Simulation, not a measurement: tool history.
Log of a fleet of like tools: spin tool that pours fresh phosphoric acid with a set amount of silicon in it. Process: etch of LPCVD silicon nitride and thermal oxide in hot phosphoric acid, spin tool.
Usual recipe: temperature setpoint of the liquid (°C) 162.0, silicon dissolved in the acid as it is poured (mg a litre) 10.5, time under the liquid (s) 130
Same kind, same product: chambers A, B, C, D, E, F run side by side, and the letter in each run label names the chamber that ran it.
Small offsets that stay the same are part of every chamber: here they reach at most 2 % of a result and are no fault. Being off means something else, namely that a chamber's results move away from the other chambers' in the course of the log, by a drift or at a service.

run   hour  temperature setpoint of the liquid (°C)  silicon dissolved in the acid as it is poured (mg a litre)  time under the liquid (s)  hours since the thermometer was replaced  hours since the dissolved silicon flow meter was replaced  hours since the heated supply line was repaired  read-back film thickness of the LPCVD silicon nitride reference wafer, read on the same gauge (nm)  read-back film thickness of the thermal oxide reference wafer, read on the same gauge (nm)  thickness taken off the LPCVD silicon nitride on a monitor wafer (Å)  thickness taken off the thermal oxide on a monitor wafer (Å)
 1C    9.5                                    162.0                                                        10.5                        130                                     487.8                                                      793.4                                           2329.0                                                                                              49.981                                                                                      59.999                                                                131.57                                                        3.4891
 2B   24.5                                    162.0                                                        10.5                        130                                     502.2                                                      591.3                                           2752.8                                                                                              50.030                                                                                      59.982                                                                129.64                                                        3.4694
 3A   32.5                                    162.0                                                        10.5                        130                                     121.9                                                      746.5                                            742.3                                                                                              49.990                                                                                      59.985                                                                131.31                                                        3.5169
 4E   43.1                                    162.0                                                        10.5                        130                                    1503.3                                                      781.8                                            740.5                                                                                              49.983                                                                                      60.011                                                                130.72                                                        3.2133
 5F   54.4                                    162.0                                                        10.5                        130                                      66.0                                                     1284.9                                            389.3                                                                                              50.020                                                                                      60.007                                                                132.23                                                        3.7898
 6D   65.1                                    162.0                                                        10.5                        130                                     159.9                                                     1490.1                                           2106.1                                                                                              49.981                                                                                      60.015                                                                131.23                                                        3.9027
 7F   77.8                                    162.0                                                        10.5                        130                                      89.4                                                     1308.3                                            412.7                                                                                              49.974                                                                                      59.986                                                                133.26                                                        3.4871
 8C   86.4                                    162.0                                                        10.5                        130                                     564.7                                                      870.3                                           2405.9                                                                                              49.984                                                                                      60.026                                                                130.66                                                        4.3533
 9D  101.2                                    162.0                                                        10.5                        130                                     196.0                                                     1526.2                                           2142.2                                                                                              50.025                                                                                      60.019                                                                130.21                                                        3.3731
10E  112.9                                    162.0                                                        10.5                        130                                    1573.1                                                      851.6                                            810.3                                                                                              49.985                                                                                      60.013                                                                131.31                                                        3.5267
11B  120.9                                    162.0                                                        10.5                        130                                     598.6                                                      687.7                                           2849.2                                                                                              50.003                                                                                      59.988                                                                128.88                                                        3.0640
     127.8  -- chamber B: thermometer replaced
12A  133.5                                    162.0                                                        10.5                        130                                     222.9                                                      847.5                                            843.3                                                                                              50.005                                                                                      59.973                                                                129.30                                                        3.5871
13C  146.2                                    162.0                                                        18.0                        130                                     624.5                                                      930.1                                           2465.7                                                                                              49.959                                                                                      60.012                                                                132.63                                                        2.8089
14B  158.9                                    162.0                                                        18.0                        130                                      31.1                                                      725.7                                           2887.2                                                                                              50.032                                                                                      59.995                                                                131.75                                                        3.2337
15E  170.0                                    162.0                                                        18.0                        130                                    1630.2                                                      908.7                                            867.4                                                                                              50.003                                                                                      59.990                                                                132.45                                                        2.4160
16F  184.0                                    162.0                                                        18.0                        130                                     195.6                                                     1414.5                                            518.9                                                                                              49.954                                                                                      60.002                                                                132.70                                                        2.5554
17A  195.9                                    162.0                                                        18.0                        130                                     285.3                                                      909.9                                            905.7                                                                                              50.002                                                                                      60.025                                                                127.59                                                        2.5805
18D  209.3                                    162.0                                                        18.0                        130                                     304.1                                                     1634.3                                           2250.3                                                                                              49.966                                                                                      59.997                                                                130.80                                                        3.0617
     215.1  -- chamber C: heated supply line repaired
19A  223.5                                    162.0                                                        10.5                        130                                     312.9                                                      937.5                                            933.3                                                                                              50.008                                                                                      60.003                                                                127.64                                                        3.5529
20B  232.3                                    162.0                                                        10.5                        130                                     104.5                                                      799.1                                           2960.6                                                                                              49.968                                                                                      59.997                                                                130.25                                                        3.9082
21F  245.8                                    162.0                                                        10.5                        130                                     257.4                                                     1476.3                                            580.7                                                                                              50.005                                                                                      60.003                                                                131.99                                                        4.1014
22C  258.6                                    165.0                                                        10.5                        130                                     736.9                                                     1042.5                                             43.6                                                                                              50.012                                                                                      59.996                                                                145.57                                                        4.2319
23E  274.0                                    165.0                                                        10.5                        130                                    1734.2                                                     1012.7                                            971.4                                                                                              49.997                                                                                      60.006                                                                145.96                                                        4.3191
24D  288.2                                    165.0                                                        10.5                        130                                     383.0                                                     1713.2                                           2329.2                                                                                              50.009                                                                                      59.999                                                                146.48                                                        4.7670
25B  300.9                                    165.0                                                        10.5                        130                                     173.1                                                      867.7                                           3029.2                                                                                              50.005                                                                                      59.999                                                                143.83                                                        5.1258
26C  311.7                                    165.0                                                        10.5                        130                                     790.0                                                     1095.6                                             96.7                                                                                              50.056                                                                                      59.987                                                                145.60                                                        4.8371
27F  327.3                                    165.0                                                        10.5                        130                                     338.9                                                     1557.8                                            662.2                                                                                              50.001                                                                                      59.996                                                                145.19                                                        4.8720
     335.7  -- chamber F: dissolved silicon flow meter replaced
28D  340.8                                    162.0                                                        10.5                        130                                     435.6                                                     1765.8                                           2381.8                                                                                              50.004                                                                                      60.016                                                                132.34                                                        2.5580
29A  349.9                                    164.5                                                        10.5                        130                                     439.3                                                     1063.9                                           1059.7                                                                                              49.995                                                                                      59.983                                                                134.36                                                        3.9921
30E  360.2                                    164.5                                                        10.5                        130                                    1820.4                                                     1098.9                                           1057.6                                                                                              49.994                                                                                      60.004                                                                143.92                                                        3.5989
31A  371.6                                    164.5                                                        10.5                        130                                     461.0                                                     1085.6                                           1081.4                                                                                              50.009                                                                                      60.002                                                                133.76                                                        3.7406
     375.9  -- chamber E: thermometer replaced
32E  380.1                                    164.5                                                        10.5                        130                                       4.3                                                     1118.8                                           1077.5                                                                                              50.047                                                                                      59.992                                                                145.51                                                        4.0486
33C  391.0                                    164.5                                                        10.5                        130                                     869.3                                                     1174.9                                            176.0                                                                                              49.988                                                                                      59.974                                                                143.28                                                        3.8008
34F  404.7                                    164.5                                                        10.5                        130                                     416.3                                                       69.0                                            739.6                                                                                              49.977                                                                                      59.969                                                                142.40                                                        3.7548
35B  412.3                                    162.0                                                        10.5                        130                                     284.5                                                      979.1                                           3140.6                                                                                              49.997                                                                                      59.982                                                                130.55                                                        3.2507
36D  421.3                                    162.0                                                        10.5                        130                                     516.1                                                     1846.3                                           2462.3                                                                                              50.005                                                                                      60.014                                                                129.30                                                        3.6578
37B  428.4                                    162.0                                                        10.5                        130                                     300.6                                                      995.2                                           3156.7                                                                                              50.017                                                                                      60.017                                                                130.05                                                        3.5200

Is one chamber out of step, is the gauge drifting, or do the chambers differ by no more than their own small offsets? For an off chamber, give its letter and the likeliest cause.

Chamber A drifts away from the others.
Likeliest cause: temperature lost on the way to the wafer (K) = 2.68.
The log may not separate it from: liquid colder than its thermometer reads (K).

Chamber A could run next with any of the 4 candidate recipes listed below; each alters the usual settings, and their results appear as question marks. Which one brings its results back in line with what the other chambers deliver on the usual settings?
In line means no further than this from the other chambers' mean on the usual settings: thickness taken off the LPCVD silicon nitride on a monitor wafer (Å) 3.80; thickness taken off the thermal oxide on a monitor wafer (Å) 1.2000
38A-1  439.7                                    162.5                                                         7.5                        140                                                                                                                                                                                                                                                                                                                                                                                                                           ?                                                             ?
38A-2  439.7                                    161.5                                                        13.5                        120                                                                                                                                                                                                                                                                                                                                                                                                                           ?                                                             ?
38A-3  439.7                                    162.0                                                         9.5                        135                                                                                                                                                                                                                                                                                                                                                                                                                           ?                                                             ?
38A-4  439.7                                    162.0                                                        11.5                        125                                                                                                                                                                                                                                                                                                                                                                                                                           ?                                                             ?

Other chambers, usual settings, mean: thickness taken off the LPCVD silicon nitride on a monitor wafer (Å) 131.94; thickness taken off the thermal oxide on a monitor wafer (Å) 3.4662
  run  thickness taken off the LPCVD silicon nitride on a monitor wafer (Å)  thickness taken off the thermal oxide on a monitor wafer (Å)
38A-1                                                                132.65                                                        3.2135
38A-2                                                                109.94                                                        2.2341
38A-3                                                                125.78                                                        2.8601
38A-4                                                                116.47                                                        2.5318
It is 38A-1 that realigns the chamber with its peers.

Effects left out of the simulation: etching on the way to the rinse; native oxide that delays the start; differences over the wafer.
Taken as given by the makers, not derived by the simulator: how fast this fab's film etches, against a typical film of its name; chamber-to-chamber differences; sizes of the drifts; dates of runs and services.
